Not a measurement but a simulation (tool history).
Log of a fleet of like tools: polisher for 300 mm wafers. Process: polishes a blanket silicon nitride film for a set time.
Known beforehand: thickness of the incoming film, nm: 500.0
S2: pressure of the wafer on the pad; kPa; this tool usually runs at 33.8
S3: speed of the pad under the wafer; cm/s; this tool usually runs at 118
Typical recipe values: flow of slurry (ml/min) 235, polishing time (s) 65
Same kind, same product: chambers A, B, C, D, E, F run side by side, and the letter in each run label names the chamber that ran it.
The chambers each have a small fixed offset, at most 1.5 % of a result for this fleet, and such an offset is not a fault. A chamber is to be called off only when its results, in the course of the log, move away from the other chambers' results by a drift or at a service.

At hour 5.1: chamber C: worn pad replaced by a new one.
At hour 5.5: chamber B: worn pad replaced by a new one.
Run 1E, hour 6.4: usual settings. Result: film removed (angstrom) 1874.7.
At hour 6.9: chamber E: worn pad replaced by a new one.
Run 2F, hour 11.8: usual settings. Result: film removed (angstrom) 1879.9.
At hour 14.6: chamber A: head pressure recalibrated.
Run 3D, hour 17.1: usual settings. Result: film removed (angstrom) 1865.7.
Run 4A, hour 23.4: usual settings. Result: film removed (angstrom) 1870.9.
Run 5B, hour 27.1: usual settings but S2 44.8 kPa, polishing time (s) 58. Result: film removed (angstrom) 2222.3.
Run 6C, hour 31.5: usual settings but S2 44.8 kPa, polishing time (s) 58. Result: film removed (angstrom) 2193.2.
Run 7E, hour 38.9: usual settings but S2 44.8 kPa, polishing time (s) 58. Result: film removed (angstrom) 2254.3.
At hour 42.0: chamber D: worn pad replaced by a new one.
Run 8B, hour 43.4: usual settings but S2 44.8 kPa, polishing time (s) 58. Result: film removed (angstrom) 2265.2.
At hour 44.8: chamber F: worn pad replaced by a new one.
Run 9C, hour 48.7: usual settings but S2 44.8 kPa, polishing time (s) 58. Result: film removed (angstrom) 2250.1.
Run 10A, hour 53.3: usual settings but S2 44.8 kPa, polishing time (s) 58. Result: film removed (angstrom) 2267.8.
Run 11D, hour 60.7: usual settings. Result: film removed (angstrom) 1875.4.
Run 12F, hour 65.1: usual settings. Result: film removed (angstrom) 1895.5.
Run 13B, hour 69.7: usual settings. Result: film removed (angstrom) 1912.1.
At hour 74.0: chamber C: worn pad replaced by a new one.
Run 14E, hour 75.8: usual settings. Result: film removed (angstrom) 1908.1.
At hour 77.8: chamber A: worn pad replaced by a new one.
Run 15C, hour 82.5: usual settings. Result: film removed (angstrom) 1898.7.
Run 16A, hour 87.6: usual settings. Result: film removed (angstrom) 1869.5.
Run 17D, hour 95.3: usual settings. Result: film removed (angstrom) 1876.0.
At hour 98.9: chamber D: worn pad replaced by a new one.
Run 18F, hour 102.6: usual settings. Result: film removed (angstrom) 1902.5.
At hour 105.5: chamber B: worn pad replaced by a new one.
Run 19A, hour 110.8: usual settings. Result: film removed (angstrom) 1877.5.
Run 20D, hour 115.8: usual settings. Result: film removed (angstrom) 1870.1.
At hour 120.0: chamber B: slurry nozzle cleaned.
Run 21C, hour 123.5: usual settings. Result: film removed (angstrom) 1877.7.
At hour 129.8: chamber E: worn pad replaced by a new one.
Run 22F, hour 130.1: usual settings. Result: film removed (angstrom) 1909.2.
Run 23B, hour 134.0: usual settings but S2 40.0 kPa, polishing time (s) 83. Result: film removed (angstrom) 2876.4.
At hour 135.1: chamber C: head pressure recalibrated.
Run 24E, hour 140.5: usual settings but S2 40.0 kPa, polishing time (s) 83. Result: film removed (angstrom) 2896.6.
At hour 141.3: chamber F: worn pad replaced by a new one.
Run 25B, hour 148.6: usual settings but S2 40.0 kPa, polishing time (s) 83. Result: film removed (angstrom) 2871.1.
At hour 152.0: chamber C: worn pad replaced by a new one.
Run 26D, hour 152.2: usual settings but S2 40.0 kPa, polishing time (s) 83. Result: film removed (angstrom) 2866.8.
At hour 154.0: chamber D: worn pad replaced by a new one.
Run 27F, hour 159.1: usual settings but S2 40.0 kPa, polishing time (s) 83. Result: film removed (angstrom) 2848.6.
Run 28A, hour 163.4: usual settings but S2 40.0 kPa, polishing time (s) 83. Result: film removed (angstrom) 2841.3.
Run 29C, hour 170.4: usual settings. Result: film removed (angstrom) 1884.6.
At hour 173.8: chamber A: worn pad replaced by a new one.
Run 30E, hour 177.9: usual settings. Result: film removed (angstrom) 1859.8.
Run 31C, hour 185.6: usual settings but flow of slurry (ml/min) 190, polishing time (s) 52. Result: film removed (angstrom) 1472.2.
Run 32F, hour 191.6: usual settings but flow of slurry (ml/min) 190, polishing time (s) 52. Result: film removed (angstrom) 1453.3.
Run 33E, hour 195.3: usual settings but flow of slurry (ml/min) 190, polishing time (s) 52. Result: film removed (angstrom) 1473.7.
At hour 196.9: chamber D: slurry nozzle cleaned.
At hour 200.0: chamber B: worn pad replaced by a new one.
Run 34D, hour 201.5: usual settings but flow of slurry (ml/min) 190, polishing time (s) 52. Result: film removed (angstrom) 1489.5.
Run 35B, hour 206.5: usual settings but flow of slurry (ml/min) 190, polishing time (s) 52. Result: film removed (angstrom) 1482.7.
Run 36A, hour 210.1: usual settings but flow of slurry (ml/min) 190, polishing time (s) 52. Result: film removed (angstrom) 1475.8.
Run 37B, hour 216.3: usual settings. Result: film removed (angstrom) 1924.9.
Run 38A, hour 222.3: usual settings but flow of slurry (ml/min) 295, S3 84 cm/s. Result: film removed (angstrom) 1477.3.

Next, every chamber runs the same settings. What will each give?
Run 39A, hour 228.2: usual settings. Result: film removed (angstrom) ?.
Run 39B, hour 228.2: usual settings. Result: film removed (angstrom) ?.
Run 39C, hour 228.2: usual settings. Result: film removed (angstrom) ?.
Run 39D, hour 228.2: usual settings. Result: film removed (angstrom) ?.
Run 39E, hour 228.2: usual settings. Result: film removed (angstrom) ?.
Run 39F, hour 228.2: usual settings. Result: film removed (angstrom) ?.

run  film removed (angstrom)
39A                   1870.4
39B                   1865.8
39C                   1912.7
39D                   1878.2
39E                   1884.9
39F                   1879.5

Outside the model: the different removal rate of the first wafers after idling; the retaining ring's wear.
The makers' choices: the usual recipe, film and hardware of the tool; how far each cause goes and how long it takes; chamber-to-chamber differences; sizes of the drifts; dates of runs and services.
